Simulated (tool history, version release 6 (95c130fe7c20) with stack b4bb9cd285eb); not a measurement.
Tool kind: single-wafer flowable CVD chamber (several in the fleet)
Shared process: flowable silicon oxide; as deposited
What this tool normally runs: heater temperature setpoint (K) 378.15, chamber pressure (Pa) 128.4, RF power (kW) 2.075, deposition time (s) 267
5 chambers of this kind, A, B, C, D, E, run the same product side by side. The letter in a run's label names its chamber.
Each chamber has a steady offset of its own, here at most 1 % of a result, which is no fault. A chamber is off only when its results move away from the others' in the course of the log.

| run | hour | heater temperature setpoint (K) | chamber pressure (Pa) | RF power (kW) | deposition time (s) | read-back reference wafer on the same gauge, thickness_nm | mean film thickness on the monitor wafer (nm) |
|---|---|---|---|---|---|---|---|
| 1A | 5.3 | 378.15 | 128.4 | 2.075 | 267 | 209.2 | 172.83 |
| 2C | 10.9 | 378.15 | 128.4 | 2.075 | 267 | 208.99 | 172.98 |
| 3B | 19.6 | 378.15 | 128.4 | 2.075 | 267 | 209.14 | 172.9 |
| 4D | 27.5 | 378.15 | 128.4 | 2.075 | 267 | 208.95 | 175.13 |
| 5E | 32 | 378.15 | 128.4 | 2.075 | 267 | 209.2 | 173.64 |
| 6A | 38.6 | 378.15 | 128.4 | 2.075 | 267 | 208.92 | 173.31 |
| 7D | 47 | 378.15 | 128.4 | 2.075 | 267 | 209.04 | 175.74 |
| 8B | 55.4 | 378.15 | 128.4 | 2.075 | 267 | 208.84 | 172.26 |
| 9E | 60.9 | 378.15 | 128.4 | 2.075 | 267 | 209.05 | 174.2 |
| 10C | 66.7 | 378.15 | 128.4 | 2.075 | 267 | 209.04 | 172.52 |
| 11D | 72.3 | 378.15 | 128.4 | 2.075 | 267 | 208.92 | 175.28 |
| 12B | 79.5 | 378.15 | 128.4 | 2.075 | 267 | 209.01 | 173.73 |
| 13A | 84.7 | 378.15 | 128.4 | 2.075 | 267 | 208.98 | 174.51 |
|  | 89.3 | chamber A: thermocouple changed; heater temperature recalibrated |
| 14C | 91.4 | 378.15 | 128.4 | 2.075 | 267 | 208.92 | 173.42 |
| 15E | 99.9 | 378.15 | 128.4 | 2.075 | 267 | 209.01 | 173.74 |
| 16E | 105.7 | 378.15 | 128.4 | 2.075 | 267 | 208.84 | 174.1 |
| 17A | 113.8 | 378.15 | 128.4 | 2.075 | 267 | 209.18 | 175.51 |
| 18C | 118.6 | 378.15 | 128.4 | 2.075 | 267 | 209.04 | 173.57 |
| 19D | 124.5 | 378.15 | 128.4 | 2.075 | 267 | 208.85 | 176.04 |
| 20B | 133.1 | 383.15 | 128.4 | 2.075 | 267 | 209.03 | 146.24 |
| 21B | 139.9 | 383.15 | 128.4 | 2.075 | 267 | 209.09 | 146.16 |
| 22D | 145 | 383.15 | 128.4 | 2.075 | 267 | 208.92 | 149.27 |
| 23C | 153.5 | 383.15 | 128.4 | 2.075 | 267 | 209 | 146.61 |
| 24A | 160.3 | 383.15 | 128.4 | 2.075 | 267 | 209.09 | 149.19 |
| 25E | 165.9 | 378.15 | 128.4 | 2.075 | 267 | 208.99 | 174.13 |
| 26D | 173.7 | 378.15 | 128.4 | 2.075 | 267 | 208.88 | 174.96 |
| 27B | 182.6 | 378.15 | 128.4 | 2.075 | 267 | 208.87 | 173.2 |
| 28E | 190.1 | 378.15 | 128.4 | 2.075 | 267 | 208.89 | 174.64 |
| 29A | 195.6 | 378.15 | 128.4 | 2.075 | 267 | 208.96 | 176.5 |
| 30C | 204.2 | 378.15 | 128.4 | 2.075 | 267 | 208.93 | 172.38 |
| 31D | 208.9 | 378.15 | 109.5 | 1.75 | 267 | 208.94 | 137.66 |
| 32E | 216.2 | 378.15 | 109.5 | 1.75 | 267 | 209.05 | 137.39 |
| 33C | 222.7 | 378.15 | 109.5 | 1.75 | 267 | 208.98 | 137.12 |
| 34A | 230 | 378.15 | 109.5 | 1.75 | 267 | 209 | 140.92 |
|  | 233.6 | chamber C: RF generator calibrated |
| 35B | 238.7 | 378.15 | 109.5 | 1.75 | 267 | 208.84 | 134.97 |
| 36C | 246.8 | 378.15 | 128.4 | 2.075 | 267 | 209.01 | 173.55 |
| 37E | 253.5 | 378.15 | 128.4 | 2.075 | 267 | 209.05 | 174.47 |
| 38B | 258.5 | 383.15 | 128.4 | 2.075 | 267 | 208.86 | 146.62 |
| 39D | 264.7 | 383.15 | 128.4 | 2.075 | 267 | 208.97 | 149.16 |
| 40A | 269.4 | 383.15 | 128.4 | 2.075 | 267 | 209.14 | 152.23 |
| 41C | 277 | 383.15 | 128.4 | 2.075 | 267 | 208.89 | 147.42 |

Which is it: a chamber that has drifted or been left off by a service, a gauge drift common to all chambers, or only each chamber's usual small offset? If a chamber is off, name it and its likeliest cause.

Chamber A drifts away from the others.
What lies behind it: true pressure above the setpoint (%) = 2.51.

Here are 4 candidates for chamber A's next run, each the usual settings with a change, their results left as question marks. Which one brings its results back in line with what the others give on the usual settings?
To be in line, a result may differ from the other chambers' mean on the usual settings by at most: mean film thickness on the monitor wafer (nm) 2.2
| 42A-1 | 283.5 | 377.15 | 129.7 | 2.075 | 268 |  | ? |
| 42A-2 | 283.5 | 378.15 | 128.4 | 2.065 | 260 |  | ? |
| 42A-3 | 283.5 | 378.15 | 131.3 | 2.08 | 267 |  | ? |
| 42A-4 | 283.5 | 379.15 | 127.1 | 2.075 | 266 |  | ? |

Usual-settings mean across the other chambers: mean film thickness on the monitor wafer (nm) 173.9
| run | mean film thickness on the monitor wafer (nm) |
|---|---|
| 42A-1 | 188.01 |
| 42A-2 | 174.05 |
| 42A-3 | 183.96 |
| 42A-4 | 170.23 |
42A-2 is the one that brings the chamber's results back in line with the other chambers.

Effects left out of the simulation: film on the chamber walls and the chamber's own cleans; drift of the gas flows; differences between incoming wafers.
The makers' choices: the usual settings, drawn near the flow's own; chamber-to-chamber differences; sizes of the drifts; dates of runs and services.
